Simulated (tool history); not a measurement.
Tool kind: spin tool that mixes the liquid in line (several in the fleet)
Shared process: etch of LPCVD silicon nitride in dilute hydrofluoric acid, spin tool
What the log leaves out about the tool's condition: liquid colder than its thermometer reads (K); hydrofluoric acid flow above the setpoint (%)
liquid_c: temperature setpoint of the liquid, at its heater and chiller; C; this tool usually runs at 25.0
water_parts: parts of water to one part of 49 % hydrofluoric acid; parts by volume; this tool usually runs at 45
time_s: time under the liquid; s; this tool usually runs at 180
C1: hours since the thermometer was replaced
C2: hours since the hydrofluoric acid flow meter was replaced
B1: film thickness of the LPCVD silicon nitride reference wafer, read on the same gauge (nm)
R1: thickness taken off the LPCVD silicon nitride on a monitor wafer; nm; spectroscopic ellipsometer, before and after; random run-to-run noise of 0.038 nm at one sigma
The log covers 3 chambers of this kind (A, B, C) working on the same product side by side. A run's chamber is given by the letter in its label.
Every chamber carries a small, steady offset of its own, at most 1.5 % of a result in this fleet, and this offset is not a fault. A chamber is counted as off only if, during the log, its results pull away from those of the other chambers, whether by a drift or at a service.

Run 1C, hour 12.6: usual settings; C1 2806.2; C2 812.1; B1 40.009. Result: R1 2.08700 nm.
Run 2B, hour 24.0: usual settings; C1 480.2; C2 909.3; B1 40.034. Result: R1 2.10510 nm.
Run 3A, hour 36.2: usual settings; C1 713.6; C2 190.6; B1 40.000. Result: R1 1.99920 nm.
Run 4C, hour 47.8: usual settings; C1 2841.4; C2 847.3; B1 39.982. Result: R1 2.09740 nm.
Run 5B, hour 62.2: usual settings; C1 518.4; C2 947.5; B1 39.982. Result: R1 2.11450 nm.
Run 6A, hour 69.8: usual settings; C1 747.2; C2 224.2; B1 40.043. Result: R1 2.08830 nm.
Run 7A, hour 79.5: usual settings; C1 756.9; C2 233.9; B1 40.036. Result: R1 2.13570 nm.
Run 8C, hour 87.6: usual settings; C1 2881.2; C2 887.1; B1 39.981. Result: R1 2.12290 nm.
Run 9B, hour 98.5: usual settings but liquid_c 29.5 C, time_s 260 s; C1 554.7; C2 983.8; B1 40.023. Result: R1 4.06550 nm.
Run 10A, hour 105.1: usual settings but liquid_c 29.5 C, time_s 260 s; C1 782.5; C2 259.5; B1 40.060. Result: R1 4.16100 nm.
Run 11B, hour 115.8: usual settings but liquid_c 29.5 C, time_s 260 s; C1 572.0; C2 1001.1; B1 40.019. Result: R1 3.96540 nm.
At hour 124.3: chamber C: thermometer replaced.
Run 12C, hour 128.6: usual settings but water_parts 60 parts by volume; C1 4.3; C2 928.1; B1 40.004. Result: R1 1.58010 nm.
Run 13C, hour 135.1: usual settings but water_parts 60 parts by volume; C1 10.8; C2 934.6; B1 39.988. Result: R1 1.58320 nm.
Run 14A, hour 146.7: usual settings but water_parts 60 parts by volume; C1 824.1; C2 301.1; B1 39.982. Result: R1 1.57350 nm.
Run 15B, hour 155.4: usual settings but liquid_c 22.5 C, water_parts 55 parts by volume; C1 611.6; C2 1040.7; B1 40.017. Result: R1 1.39830 nm.
Run 16A, hour 165.9: usual settings but liquid_c 22.5 C, water_parts 55 parts by volume; C1 843.3; C2 320.3; B1 40.009. Result: R1 1.45670 nm.
Run 17B, hour 176.9: usual settings but liquid_c 22.5 C, water_parts 55 parts by volume; C1 633.1; C2 1062.2; B1 40.010. Result: R1 1.44870 nm.
Run 18C, hour 186.2: usual settings; C1 61.9; C2 985.7; B1 40.003. Result: R1 2.12670 nm.
Run 19A, hour 198.5: usual settings; C1 875.9; C2 352.9; B1 40.021. Result: R1 2.12630 nm.
Run 20C, hour 206.7: usual settings; C1 82.4; C2 1006.2; B1 40.025. Result: R1 2.07770 nm.
Run 21B, hour 214.4: usual settings; C1 670.6; C2 1099.7; B1 39.997. Result: R1 2.12140 nm.
Run 22A, hour 226.2: usual settings; C1 903.6; C2 380.6; B1 39.970. Result: R1 2.04480 nm.
Run 23C, hour 237.6: usual settings; C1 113.3; C2 1037.1; B1 40.060. Result: R1 2.04850 nm.
Run 24B, hour 245.2: usual settings but liquid_c 22.0 C; C1 701.4; C2 1130.5; B1 39.999. Result: R1 1.61210 nm.
Run 25A, hour 255.8: usual settings but liquid_c 22.0 C; C1 933.2; C2 410.2; B1 40.028. Result: R1 1.64980 nm.
Run 26B, hour 266.3: usual settings but liquid_c 22.0 C; C1 722.5; C2 1151.6; B1 40.014. Result: R1 1.63220 nm.
Run 27C, hour 275.1: usual settings; C1 150.8; C2 1074.6; B1 40.014. Result: R1 2.04930 nm.
Run 28A, hour 282.4: usual settings but time_s 265 s; C1 959.8; C2 436.8; B1 39.976. Result: R1 3.01760 nm.
Run 29B, hour 295.8: usual settings but time_s 265 s; C1 752.0; C2 1181.1; B1 39.991. Result: R1 2.81360 nm.
Run 30C, hour 310.3: usual settings but time_s 265 s; C1 186.0; C2 1109.8; B1 40.029. Result: R1 3.14300 nm.
Run 31B, hour 319.4: usual settings but water_parts 40 parts by volume, time_s 75 s; C1 775.6; C2 1204.7; B1 39.972. Result: R1 0.90945 nm.
Run 32C, hour 329.7: usual settings but water_parts 40 parts by volume, time_s 75 s; C1 205.4; C2 1129.2; B1 39.997. Result: R1 0.98737 nm.
Run 33A, hour 344.2: usual settings but water_parts 40 parts by volume, time_s 75 s; C1 1021.6; C2 498.6; B1 39.986. Result: R1 0.99185 nm.
Run 34A, hour 354.6: usual settings; C1 1032.0; C2 509.0; B1 39.945. Result: R1 2.12170 nm.
Run 35B, hour 365.0: usual settings; C1 821.2; C2 1250.3; B1 39.987. Result: R1 1.93650 nm.
Run 36C, hour 372.4: usual settings; C1 248.1; C2 1171.9; B1 39.985. Result: R1 2.12040 nm.
Run 37A, hour 383.8: usual settings; C1 1061.2; C2 538.2; B1 40.019. Result: R1 1.99320 nm.
Run 38B, hour 393.9: usual settings but water_parts 55 parts by volume, time_s 235 s; C1 850.1; C2 1279.2; B1 40.027. Result: R1 2.05430 nm.
Run 39C, hour 408.5: usual settings but water_parts 55 parts by volume, time_s 235 s; C1 284.2; C2 1208.0; B1 40.050. Result: R1 2.22510 nm.
At hour 413.5: chamber A: thermometer replaced.
Run 40C, hour 417.1: usual settings but water_parts 55 parts by volume, time_s 235 s; C1 292.8; C2 1216.6; B1 40.020. Result: R1 2.23200 nm.
Run 41A, hour 431.3: usual settings; C1 17.9; C2 585.7; B1 40.054. Result: R1 2.11340 nm.
Run 42B, hour 445.1: usual settings; C1 901.3; C2 1330.4; B1 40.019. Result: R1 1.86730 nm.
Run 43A, hour 455.3: usual settings; C1 41.9; C2 609.7; B1 40.042. Result: R1 2.07650 nm.
Run 44B, hour 465.6: usual settings; C1 921.8; C2 1350.9; B1 39.976. Result: R1 1.90210 nm.

Which is it: a chamber that has drifted or been left off by a service, a gauge drift common to all chambers, or only each chamber's usual small offset? If a chamber is off, name it and its likeliest cause.

Little by little, chamber B moves away from the other chambers.
Most likely cause: liquid colder than its thermometer reads (K) = 1.87.
The log may not tell that from: hydrofluoric acid flow below the setpoint (%).

Which of the 4 candidates below, each the usual settings with something changed and its results left as question marks, puts chamber B back in line with what the other chambers give on the usual settings?
In-line tolerance around the mean of the other chambers on the usual settings: R1 0.13000 nm
Run 45B-1, hour 476.0: usual settings but liquid_c 24.5 C, water_parts 50 parts by volume, time_s 160 s. Result: R1 ?.
Run 45B-2, hour 476.0: usual settings but time_s 155 s. Result: R1 ?.
Run 45B-3, hour 476.0: usual settings but liquid_c 26.0 C, time_s 215 s. Result: R1 ?.
Run 45B-4, hour 476.0: usual settings but liquid_c 25.5 C, time_s 200 s. Result: R1 ?.

The other chambers' mean on the usual settings: R1 2.09060 nm
  run       R1
45B-1  1.42070
45B-2  1.57580
45B-3  2.33900
45B-4  2.10350
45B-4 puts the chamber back in line with the other chambers.

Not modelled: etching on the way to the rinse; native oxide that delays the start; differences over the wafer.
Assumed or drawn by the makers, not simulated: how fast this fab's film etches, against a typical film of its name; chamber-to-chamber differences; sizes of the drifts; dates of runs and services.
